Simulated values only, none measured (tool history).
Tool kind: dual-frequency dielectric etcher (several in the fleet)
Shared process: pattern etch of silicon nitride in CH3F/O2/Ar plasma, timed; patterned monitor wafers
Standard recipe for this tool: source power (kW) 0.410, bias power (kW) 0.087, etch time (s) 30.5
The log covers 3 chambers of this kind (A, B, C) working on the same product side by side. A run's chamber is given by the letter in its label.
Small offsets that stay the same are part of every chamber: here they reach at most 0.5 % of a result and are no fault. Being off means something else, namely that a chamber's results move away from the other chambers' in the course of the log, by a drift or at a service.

run	day	source power (kW)	bias power (kW)	etch time (s)	read-back reference wafer on the same gauge, depth_nm	mean etch depth across the wafer (angstrom)
1B	0.183	0.410	0.087	30.5	26.511	231.76
2A	0.412	0.410	0.087	30.5	26.498	229.66
3C	0.633	0.410	0.087	30.5	26.499	229.51
4B	0.850	0.410	0.087	30.5	26.528	231.72
5A	1.192	0.410	0.087	30.5	26.508	231.76
6C	1.512	0.410	0.087	30.5	26.490	230.86
7A	1.712	0.410	0.087	30.5	26.496	230.09
8C	1.888	0.410	0.087	30.5	26.487	231.55
9B	2.079	0.410	0.087	30.5	26.506	231.19
10C	2.379	0.410	0.087	30.5	26.501	229.55
11A	2.612	0.410	0.087	30.5	26.512	230.40
12B	2.892	0.410	0.087	30.5	26.502	230.68
13C	3.196	0.410	0.087	30.5	26.500	230.80
14B	3.488	0.410	0.087	30.5	26.490	231.22
15A	3.725	0.410	0.087	30.5	26.515	231.82
16B	4.050	0.410	0.087	30.5	26.485	230.88
17A	4.367	0.410	0.087	30.5	26.492	230.49
18C	4.642	0.410	0.087	30.5	26.509	230.35
19A	4.979	0.410	0.087	30.5	26.500	230.15
20B	5.171	0.410	0.087	30.5	26.523	230.01
21C	5.417	0.410	0.087	30.5	26.489	231.63
22A	5.642	0.410	0.087	30.5	26.483	230.60
23B	5.883	0.410	0.087	30.5	26.504	232.07
24C	6.050	0.410	0.087	30.5	26.476	229.76
25B	6.358	0.450	0.095	30.5	26.496	245.52
26C	6.517	0.450	0.095	30.5	26.479	245.70
27A	6.854	0.450	0.095	30.5	26.491	245.57
28A	7.104	0.410	0.087	30.5	26.496	229.96
29C	7.350	0.410	0.087	30.5	26.510	230.39
30B	7.679	0.410	0.087	30.5	26.496	231.71
31B	7.842	0.410	0.087	30.5	26.506	230.01
32A	8.012	0.410	0.087	30.5	26.472	229.58
33C	8.225	0.410	0.071	30.5	26.503	214.63
34B	8.454	0.410	0.071	30.5	26.512	215.83
35C	8.638	0.410	0.071	30.5	26.475	214.29
36A	8.904	0.410	0.087	30.5	26.492	231.17

Next, every chamber runs the same settings. What will each give?
37A	9.158	0.380	0.087	30.5		?
37B	9.158	0.380	0.087	30.5		?
37C	9.158	0.380	0.087	30.5		?

run	mean etch depth across the wafer (angstrom)
37A	224.77
37B	224.40
37C	223.83

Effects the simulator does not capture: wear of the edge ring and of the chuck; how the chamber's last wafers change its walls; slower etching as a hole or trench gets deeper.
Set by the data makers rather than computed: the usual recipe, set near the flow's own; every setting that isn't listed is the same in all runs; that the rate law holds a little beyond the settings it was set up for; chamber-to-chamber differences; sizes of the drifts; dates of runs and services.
